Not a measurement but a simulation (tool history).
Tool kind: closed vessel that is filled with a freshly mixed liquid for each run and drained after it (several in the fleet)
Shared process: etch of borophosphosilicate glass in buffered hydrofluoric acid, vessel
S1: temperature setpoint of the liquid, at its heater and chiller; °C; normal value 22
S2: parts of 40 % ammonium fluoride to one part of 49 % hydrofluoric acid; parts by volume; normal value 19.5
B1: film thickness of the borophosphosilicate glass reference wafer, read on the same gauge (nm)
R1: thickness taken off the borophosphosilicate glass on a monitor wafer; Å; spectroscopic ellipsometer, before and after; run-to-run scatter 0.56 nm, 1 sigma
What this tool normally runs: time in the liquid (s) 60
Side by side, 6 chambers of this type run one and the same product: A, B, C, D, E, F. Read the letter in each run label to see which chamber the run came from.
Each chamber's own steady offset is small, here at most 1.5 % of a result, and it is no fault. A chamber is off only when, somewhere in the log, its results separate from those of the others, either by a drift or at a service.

run 1D hour=3.4 | S1=22 S2=19.5 time_in_the_liquid_(s)=60 | B1=140.01 | R1=582.28
run 2B hour=8.8 | S1=22 S2=19.5 time_in_the_liquid_(s)=60 | B1=140 | R1=580.63
run 3C hour=13.9 | S1=22 S2=19.5 time_in_the_liquid_(s)=60 | B1=139.99 | R1=575.97
run 4F hour=17.7 | S1=22 S2=19.5 time_in_the_liquid_(s)=60 | B1=140.01 | R1=584.53
run 5A hour=24.7 | S1=25.5 S2=19.5 time_in_the_liquid_(s)=80 | B1=140 | R1=933.79
run 6E hour=28.6 | S1=25.5 S2=19.5 time_in_the_liquid_(s)=80 | B1=139.98 | R1=938.13
run 7A hour=36.1 | S1=25.5 S2=19.5 time_in_the_liquid_(s)=80 | B1=140 | R1=936.07
run 8E hour=42.5 | S1=25.5 S2=19.5 time_in_the_liquid_(s)=80 | B1=139.99 | R1=927.94
run 9B hour=49.3 | S1=25.5 S2=19.5 time_in_the_liquid_(s)=80 | B1=140.01 | R1=946.96
run 10D hour=55.2 | S1=25.5 S2=19.5 time_in_the_liquid_(s)=80 | B1=139.99 | R1=932.18
run 11C hour=59.4 | S1=22 S2=19.5 time_in_the_liquid_(s)=60 | B1=139.99 | R1=580.44
run 12F hour=65.7 | S1=22 S2=19.5 time_in_the_liquid_(s)=60 | B1=140.01 | R1=580.15
run 13F hour=73.1 | S1=19 S2=13 time_in_the_liquid_(s)=60 | B1=140.01 | R1=724.95
run 14B hour=78 | S1=19 S2=13 time_in_the_liquid_(s)=60 | B1=139.99 | R1=731.12
run 15E hour=84.9 | S1=19 S2=13 time_in_the_liquid_(s)=60 | B1=140 | R1=742.14
run 16A hour=92.5 | S1=19 S2=13 time_in_the_liquid_(s)=60 | B1=140.01 | R1=752.44
run 17D hour=98.3 | S1=19 S2=13 time_in_the_liquid_(s)=60 | B1=140.02 | R1=748.32
run 18C hour=102 | S1=19 S2=13 time_in_the_liquid_(s)=60 | B1=140.01 | R1=727.48
run 19C hour=106.2 | S1=22 S2=19.5 time_in_the_liquid_(s)=60 | B1=140.02 | R1=576.65
run 20F hour=111.5 | S1=22 S2=19.5 time_in_the_liquid_(s)=60 | B1=139.98 | R1=584.42
run 21D hour=118.4 | S1=22 S2=19.5 time_in_the_liquid_(s)=60 | B1=139.99 | R1=595.92
run 22A hour=123.6 | S1=22 S2=19.5 time_in_the_liquid_(s)=60 | B1=140.02 | R1=602.93
run 23E hour=128.6 | S1=22 S2=19.5 time_in_the_liquid_(s)=60 | B1=140.01 | R1=575.18
run 24B hour=135.3 | S1=22 S2=19.5 time_in_the_liquid_(s)=60 | B1=139.98 | R1=573.98
run 25E hour=139.1 | S1=22 S2=19.5 time_in_the_liquid_(s)=60 | B1=139.99 | R1=578.19
-- hour=141.3 chamber B: hydrofluoric acid flow meter replaced
run 26B hour=143.8 | S1=22 S2=19.5 time_in_the_liquid_(s)=60 | B1=140 | R1=575.4
run 27A hour=147.7 | S1=22 S2=19.5 time_in_the_liquid_(s)=60 | B1=139.99 | R1=610.67
run 28C hour=153 | S1=22 S2=19.5 time_in_the_liquid_(s)=60 | B1=139.99 | R1=579.82
run 29F hour=158.2 | S1=22 S2=19.5 time_in_the_liquid_(s)=60 | B1=140 | R1=572.7
run 30D hour=165.8 | S1=22 S2=19.5 time_in_the_liquid_(s)=60 | B1=140.01 | R1=593.45
run 31F hour=172.6 | S1=22 S2=19.5 time_in_the_liquid_(s)=60 | B1=140 | R1=568.39
run 32B hour=178 | S1=22 S2=19.5 time_in_the_liquid_(s)=60 | B1=140 | R1=574.33
run 33C hour=183.6 | S1=22 S2=19.5 time_in_the_liquid_(s)=60 | B1=140.01 | R1=579.46
run 34E hour=188.8 | S1=20 S2=19.5 time_in_the_liquid_(s)=60 | B1=139.99 | R1=520.74
run 35A hour=192.8 | S1=20 S2=19.5 time_in_the_liquid_(s)=60 | B1=140.01 | R1=555.97
run 36D hour=197.7 | S1=20 S2=19.5 time_in_the_liquid_(s)=60 | B1=139.99 | R1=526.8
run 37E hour=201.7 | S1=20 S2=19.5 time_in_the_liquid_(s)=60 | B1=139.98 | R1=508.88
run 38C hour=206.1 | S1=20 S2=19.5 time_in_the_liquid_(s)=60 | B1=140 | R1=524.66
run 39A hour=213.5 | S1=20 S2=19.5 time_in_the_liquid_(s)=60 | B1=139.97 | R1=546.79

One chamber off, gauge drift, or nothing amiss beyond the chambers' own small offsets? If it is a chamber, which one, and what is the likeliest cause?

One chamber, A, drifts off from the rest bit by bit.
Likeliest cause: hydrofluoric acid flow above the setpoint (%) = 8.98.
The log might look much the same if the cause were instead: liquid hotter than its thermometer reads (K).

Here are 4 candidates for chamber A's next run, each the usual settings with a change, their results left as question marks. Which one brings its results back in line with what the others give on the usual settings?
In-line tolerance around the mean of the other chambers on the usual settings: R1 20 Å
run 40A-1 hour=219.1 | S1=22 S2=23.5 time_in_the_liquid_(s)=60 | R1=?
run 40A-2 hour=219.1 | S1=25 S2=19.5 time_in_the_liquid_(s)=60 | R1=?
run 40A-3 hour=219.1 | S1=22 S2=19.5 time_in_the_liquid_(s)=65 | R1=?
run 40A-4 hour=219.1 | S1=22 S2=19.5 time_in_the_liquid_(s)=55 | R1=?

Average result of the remaining chambers running the usual settings: R1 578.31 Å
run=40A-1 R1=533.17
run=40A-2 R1=737.46
run=40A-3 R1=680.62
run=40A-4 R1=575.91
Change 40A-4 lands the chamber within the allowed miss of the other chambers.
